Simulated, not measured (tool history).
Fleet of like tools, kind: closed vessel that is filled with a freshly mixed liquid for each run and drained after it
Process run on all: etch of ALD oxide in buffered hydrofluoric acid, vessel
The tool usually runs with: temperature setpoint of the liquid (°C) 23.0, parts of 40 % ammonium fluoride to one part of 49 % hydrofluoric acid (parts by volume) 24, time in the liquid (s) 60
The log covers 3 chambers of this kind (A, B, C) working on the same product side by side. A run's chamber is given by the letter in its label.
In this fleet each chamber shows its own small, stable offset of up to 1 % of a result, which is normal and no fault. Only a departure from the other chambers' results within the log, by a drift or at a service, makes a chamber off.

run,hour,temperature setpoint of the liquid (°C),parts of 40 % ammonium fluoride to one part of 49 % hydrofluoric acid (parts by volume),time in the liquid (s),hours since the thermometer was replaced,hours since the hydrofluoric acid flow meter was replaced,"read-back film thickness of the ALD oxide reference wafer, read on the same gauge (nm)",thickness taken off the ALD oxide on a monitor wafer (Å)
1B,4.1,23.0,24,60,891.7,738.9,139.97,633.31
2C,7.1,23.0,24,60,182.4,1427.6,139.98,648.26
3A,11.3,23.0,24,60,1931.9,135.0,139.99,644.73
4B,15.6,23.0,24,60,903.2,750.4,140.01,636.20
5C,19.8,23.0,24,80,195.1,1440.3,140.01,871.00
6A,23.2,23.0,24,80,1943.8,146.9,140.02,862.98
7C,28.4,23.0,24,80,203.7,1448.9,140.02,861.14
8B,33.0,23.0,24,60,920.6,767.8,139.98,636.00
9A,36.4,23.0,24,60,1957.0,160.1,139.95,641.12
10B,42.0,23.0,24,50,929.6,776.8,140.03,528.68
11A,47.3,23.0,24,50,1967.9,171.0,139.96,519.03
12C,51.7,23.0,24,50,227.0,1472.2,140.01,531.13
13B,58.3,23.0,24,60,945.9,793.1,139.95,629.52
14C,62.4,23.0,24,60,237.7,1482.9,140.00,649.82
15A,65.9,23.0,24,60,1986.5,189.6,140.03,615.15
16B,70.2,23.0,24,60,957.8,805.0,139.98,633.96
17C,73.3,20.5,30,60,248.6,1493.8,139.97,482.54
18A,77.6,20.5,30,60,1998.2,201.3,139.98,439.55
19B,81.5,20.5,30,60,969.1,816.3,139.99,477.27
20A,86.8,23.0,17,60,2007.4,210.5,140.04,773.38

Decide between three cases: one chamber stands off from its peers, the gauge reading all wafers drifts, or nothing is wrong past each chamber's small offset. Where a chamber is off, say which and what most likely put it there.

Little by little, chamber A moves away from the other chambers.
Cause: hydrofluoric acid flow below the setpoint (%) = 10.6.
The log may not tell that from: liquid colder than its thermometer reads (K).

Chamber A could run next with any of the 4 candidate recipes listed below; each alters the usual settings, and their results appear as question marks. Which one brings its results back in line with what the other chambers deliver on the usual settings?
Maximum distance from the other chambers' mean on the usual settings for a result to count as in line: thickness taken off the ALD oxide on a monitor wafer (Å) 14.00
21A-1,91.5,22.5,25.5,60,,,,?
21A-2,91.5,23.5,24.0,60,,,,?
21A-3,91.5,23.0,25.0,60,,,,?
21A-4,91.5,24.5,24.0,60,,,,?

Average result of the remaining chambers running the usual settings: thickness taken off the ALD oxide on a monitor wafer (Å) 639.87
run,thickness taken off the ALD oxide on a monitor wafer (Å)
21A-1,553.81
21A-2,610.52
21A-3,577.27
21A-4,645.36
21A-4 puts the chamber back in line with the other chambers.
